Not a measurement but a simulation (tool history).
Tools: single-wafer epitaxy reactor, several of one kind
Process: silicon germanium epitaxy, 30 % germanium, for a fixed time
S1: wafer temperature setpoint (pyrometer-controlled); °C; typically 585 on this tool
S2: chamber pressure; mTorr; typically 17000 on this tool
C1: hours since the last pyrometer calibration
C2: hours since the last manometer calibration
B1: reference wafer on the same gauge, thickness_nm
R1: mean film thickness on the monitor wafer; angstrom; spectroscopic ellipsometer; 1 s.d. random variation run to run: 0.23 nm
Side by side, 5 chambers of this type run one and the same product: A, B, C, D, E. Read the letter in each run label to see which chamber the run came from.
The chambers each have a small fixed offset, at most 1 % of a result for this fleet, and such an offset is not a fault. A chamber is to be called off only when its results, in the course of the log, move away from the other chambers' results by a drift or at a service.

run,day,S1,S2,C1,C2,B1,R1
1A,0.212,585,17000,2543.7,712.6,42.408,411.95
2D,0.612,585,17000,601.1,620.2,42.387,412.73
3E,1.058,585,17000,889.1,567.5,42.431,414.30
# day 1.221: chamber C: pyrometer calibrated
4B,1.429,585,17000,425.7,625.5,42.365,417.16
5C,1.650,585,17000,10.3,354.0,42.397,417.24
6B,1.942,576,17000,438.0,637.8,42.369,355.55
7E,2.350,576,17000,920.1,598.5,42.356,351.84
# day 2.354: chamber A: pyrometer calibrated
8D,2.721,576,17000,651.7,670.8,42.419,350.35
9A,2.967,576,17000,14.8,778.7,42.449,348.80
10C,3.200,576,17000,47.5,391.2,42.360,352.83
11B,3.442,585,17000,474.0,673.8,42.437,416.43
12E,3.788,585,17000,954.6,633.0,42.398,415.11
13D,4.229,585,20300,687.9,707.0,42.395,443.04
14C,4.538,585,20300,79.6,423.3,42.434,448.48
15A,4.742,585,20300,57.4,821.3,42.435,444.96
16C,5.083,585,20300,92.7,436.4,42.383,442.89
17D,5.408,585,20300,716.2,735.3,42.438,444.87
18A,5.617,585,17000,78.4,842.3,42.409,415.25
19B,6.017,595,13900,535.8,735.6,42.418,466.56
20E,6.267,595,13900,1014.1,692.5,42.336,464.09
21A,6.462,595,13900,98.7,862.6,42.374,463.09
22E,6.871,595,13900,1028.6,707.0,42.394,463.68
23D,7.304,595,13900,761.7,780.8,42.381,465.47
24C,7.562,585,17000,152.2,495.9,42.385,418.94
25B,7.854,585,17000,579.9,779.7,42.434,417.93
26E,8.308,585,17000,1063.1,741.5,42.449,413.94
27D,8.650,585,17000,794.0,813.1,42.434,414.97
28A,8.979,585,17000,159.1,923.0,42.351,412.69
29C,9.433,585,17000,197.1,540.8,42.427,418.86
# day 9.604: chamber E: pyrometer calibrated
30B,9.638,585,17000,622.7,822.5,42.383,417.98
31C,9.862,585,17000,207.4,551.1,42.416,416.25
32B,10.204,585,17000,636.3,836.1,42.428,415.38
33A,10.633,585,17000,198.8,962.7,42.442,415.64
34D,11.058,585,17000,851.8,870.9,42.455,419.25
35E,11.442,585,17000,44.1,816.7,42.423,414.82
36C,11.879,585,17000,255.8,599.5,42.417,415.41
37E,12.229,579,17000,63.0,835.6,42.426,371.19

Decide between three cases: one chamber stands off from its peers, the gauge reading all wafers drifts, or nothing is wrong past each chamber's small offset. Where a chamber is off, say which and what most likely put it there.

Beyond each chamber's small constant offset nothing stands out, and the gauge stays steady.

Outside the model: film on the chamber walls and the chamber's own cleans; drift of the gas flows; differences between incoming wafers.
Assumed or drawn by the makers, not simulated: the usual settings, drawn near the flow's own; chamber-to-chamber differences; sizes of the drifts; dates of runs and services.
